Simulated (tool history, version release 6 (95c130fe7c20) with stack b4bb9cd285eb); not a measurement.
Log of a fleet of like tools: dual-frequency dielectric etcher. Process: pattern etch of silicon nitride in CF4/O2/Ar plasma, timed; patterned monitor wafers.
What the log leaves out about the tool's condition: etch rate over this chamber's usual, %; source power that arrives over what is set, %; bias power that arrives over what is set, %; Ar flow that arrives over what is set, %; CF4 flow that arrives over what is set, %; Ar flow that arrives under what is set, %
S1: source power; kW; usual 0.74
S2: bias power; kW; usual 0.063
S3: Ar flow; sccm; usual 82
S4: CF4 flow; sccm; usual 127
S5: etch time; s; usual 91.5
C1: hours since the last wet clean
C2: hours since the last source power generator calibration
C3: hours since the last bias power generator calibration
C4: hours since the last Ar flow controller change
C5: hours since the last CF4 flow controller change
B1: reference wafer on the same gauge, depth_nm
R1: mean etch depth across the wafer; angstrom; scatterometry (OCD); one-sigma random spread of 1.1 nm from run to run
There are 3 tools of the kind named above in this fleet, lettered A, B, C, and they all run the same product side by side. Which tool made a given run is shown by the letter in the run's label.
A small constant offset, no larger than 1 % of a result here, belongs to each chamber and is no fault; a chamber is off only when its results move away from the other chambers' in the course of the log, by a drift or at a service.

{"run": "1C", "hour": 9.9, "S1": 0.74, "S2": 0.063, "S3": 82, "S4": 127, "S5": 91.5, "C1": 305.2, "C2": 2996.7, "C3": 1467.3, "C4": 2828.1, "C5": 778.7, "B1": 235.31, "R1": 2819.6}
{"hour": 15.4, "done": "chamber B: wet clean of the chamber"}
{"run": "2A", "hour": 19.6, "S1": 0.74, "S2": 0.063, "S3": 82, "S4": 127, "S5": 91.5, "C1": 136.9, "C2": 2213.7, "C3": 1178.5, "C4": 1772.4, "C5": 1749.5, "B1": 235.09, "R1": 2809}
{"run": "3B", "hour": 29.1, "S1": 0.74, "S2": 0.063, "S3": 82, "S4": 127, "S5": 91.5, "C1": 13.8, "C2": 4434.4, "C3": 1190.2, "C4": 1478.8, "C5": 1696, "B1": 234.94, "R1": 2767.1}
{"run": "4B", "hour": 35.8, "S1": 0.74, "S2": 0.063, "S3": 82, "S4": 127, "S5": 91.5, "C1": 20.5, "C2": 4441.1, "C3": 1196.9, "C4": 1485.5, "C5": 1702.7, "B1": 234.97, "R1": 2775.7}
{"run": "5A", "hour": 43.2, "S1": 0.74, "S2": 0.063, "S3": 66, "S4": 127, "S5": 91.5, "C1": 160.5, "C2": 2237.3, "C3": 1202.1, "C4": 1796, "C5": 1773.1, "B1": 234.85, "R1": 2891.8}
{"hour": 49.3, "done": "chamber C: wet clean of the chamber"}
{"run": "6C", "hour": 52.6, "S1": 0.74, "S2": 0.063, "S3": 66, "S4": 127, "S5": 91.5, "C1": 3.3, "C2": 3039.4, "C3": 1510, "C4": 2870.8, "C5": 821.4, "B1": 234.87, "R1": 2866.2}
{"run": "7A", "hour": 61.6, "S1": 0.74, "S2": 0.063, "S3": 66, "S4": 127, "S5": 91.5, "C1": 178.9, "C2": 2255.7, "C3": 1220.5, "C4": 1814.4, "C5": 1791.5, "B1": 234.93, "R1": 2899.9}
{"run": "8C", "hour": 66.8, "S1": 0.74, "S2": 0.063, "S3": 82, "S4": 127, "S5": 91.5, "C1": 17.5, "C2": 3053.6, "C3": 1524.2, "C4": 2885, "C5": 835.6, "B1": 235.01, "R1": 2800}
{"run": "9B", "hour": 75.8, "S1": 0.74, "S2": 0.063, "S3": 82, "S4": 127, "S5": 91.5, "C1": 60.5, "C2": 4481.1, "C3": 1236.9, "C4": 1525.5, "C5": 1742.7, "B1": 234.79, "R1": 2803.9}
{"run": "10A", "hour": 85.3, "S1": 0.74, "S2": 0.063, "S3": 82, "S4": 127, "S5": 91.5, "C1": 202.6, "C2": 2279.4, "C3": 1244.2, "C4": 1838.1, "C5": 1815.2, "B1": 235.31, "R1": 2869.5}
{"run": "11B", "hour": 93.9, "S1": 0.74, "S2": 0.063, "S3": 82, "S4": 127, "S5": 91.5, "C1": 78.6, "C2": 4499.2, "C3": 1255, "C4": 1543.6, "C5": 1760.8, "B1": 234.85, "R1": 2777.5}
{"run": "12C", "hour": 103.4, "S1": 0.74, "S2": 0.063, "S3": 82, "S4": 127, "S5": 91.5, "C1": 54.1, "C2": 3090.2, "C3": 1560.8, "C4": 2921.6, "C5": 872.2, "B1": 234.99, "R1": 2826.2}
{"run": "13B", "hour": 110.2, "S1": 0.74, "S2": 0.063, "S3": 82, "S4": 127, "S5": 91.5, "C1": 94.9, "C2": 4515.5, "C3": 1271.3, "C4": 1559.9, "C5": 1777.1, "B1": 235.12, "R1": 2746.4}
{"run": "14C", "hour": 119.4, "S1": 0.74, "S2": 0.063, "S3": 82, "S4": 127, "S5": 91.5, "C1": 70.1, "C2": 3106.2, "C3": 1576.8, "C4": 2937.6, "C5": 888.2, "B1": 235.01, "R1": 2836.1}
{"run": "15A", "hour": 125.3, "S1": 0.74, "S2": 0.063, "S3": 82, "S4": 127, "S5": 91.5, "C1": 242.6, "C2": 2319.4, "C3": 1284.2, "C4": 1878.1, "C5": 1855.2, "B1": 234.97, "R1": 2877.2}
{"hour": 133.4, "done": "chamber B: source power generator calibrated"}
{"run": "16C", "hour": 134.5, "S1": 0.74, "S2": 0.063, "S3": 82, "S4": 127, "S5": 91.5, "C1": 85.2, "C2": 3121.3, "C3": 1591.9, "C4": 2952.7, "C5": 903.3, "B1": 234.94, "R1": 2805.1}
{"run": "17A", "hour": 144.0, "S1": 0.74, "S2": 0.063, "S3": 82, "S4": 127, "S5": 91.5, "C1": 261.3, "C2": 2338.1, "C3": 1302.9, "C4": 1896.8, "C5": 1873.9, "B1": 234.85, "R1": 2917.7}
{"run": "18B", "hour": 149.9, "S1": 0.74, "S2": 0.063, "S3": 82, "S4": 127, "S5": 91.5, "C1": 134.6, "C2": 16.6, "C3": 1311, "C4": 1599.6, "C5": 1816.8, "B1": 234.92, "R1": 2759.3}
{"run": "19C", "hour": 156.8, "S1": 0.74, "S2": 0.063, "S3": 82, "S4": 127, "S5": 91.5, "C1": 107.5, "C2": 3143.6, "C3": 1614.2, "C4": 2975, "C5": 925.6, "B1": 235.38, "R1": 2806.3}
{"run": "20A", "hour": 165.7, "S1": 0.74, "S2": 0.063, "S3": 82, "S4": 127, "S5": 91.5, "C1": 283, "C2": 2359.8, "C3": 1324.6, "C4": 1918.5, "C5": 1895.6, "B1": 234.9, "R1": 2935.9}
{"run": "21B", "hour": 170.6, "S1": 0.74, "S2": 0.063, "S3": 82, "S4": 127, "S5": 91.5, "C1": 155.3, "C2": 37.3, "C3": 1331.7, "C4": 1620.3, "C5": 1837.5, "B1": 234.9, "R1": 2770.6}
{"run": "22C", "hour": 179.1, "S1": 0.74, "S2": 0.063, "S3": 82, "S4": 127, "S5": 91.5, "C1": 129.8, "C2": 3165.9, "C3": 1636.5, "C4": 2997.3, "C5": 947.9, "B1": 234.91, "R1": 2819}
{"run": "23B", "hour": 184.6, "S1": 0.74, "S2": 0.063, "S3": 82, "S4": 127, "S5": 91.5, "C1": 169.3, "C2": 51.3, "C3": 1345.7, "C4": 1634.3, "C5": 1851.5, "B1": 234.96, "R1": 2770}
{"run": "24A", "hour": 193.6, "S1": 0.74, "S2": 0.063, "S3": 82, "S4": 127, "S5": 91.5, "C1": 310.9, "C2": 2387.7, "C3": 1352.5, "C4": 1946.4, "C5": 1923.5, "B1": 235.07, "R1": 2927.8}
{"run": "25C", "hour": 201.9, "S1": 0.74, "S2": 0.063, "S3": 82, "S4": 127, "S5": 91.5, "C1": 152.6, "C2": 3188.7, "C3": 1659.3, "C4": 3020.1, "C5": 970.7, "B1": 235.16, "R1": 2822.1}
{"run": "26B", "hour": 212.4, "S1": 0.74, "S2": 0.063, "S3": 82, "S4": 127, "S5": 91.5, "C1": 197.1, "C2": 79.1, "C3": 1373.5, "C4": 1662.1, "C5": 1879.3, "B1": 235.01, "R1": 2770.5}

All chambers now run identical settings, listed one chamber a line with results as question marks. What results will each chamber show?
{"run": "27A", "hour": 220.0, "S1": 0.74, "S2": 0.063, "S3": 94, "S4": 127, "S5": 91.5, "R1": "?"}
{"run": "27B", "hour": 220.0, "S1": 0.74, "S2": 0.063, "S3": 94, "S4": 127, "S5": 91.5, "R1": "?"}
{"run": "27C", "hour": 220.0, "S1": 0.74, "S2": 0.063, "S3": 94, "S4": 127, "S5": 91.5, "R1": "?"}

run=27A R1=2927.2
run=27B R1=2735.3
run=27C R1=2793.4
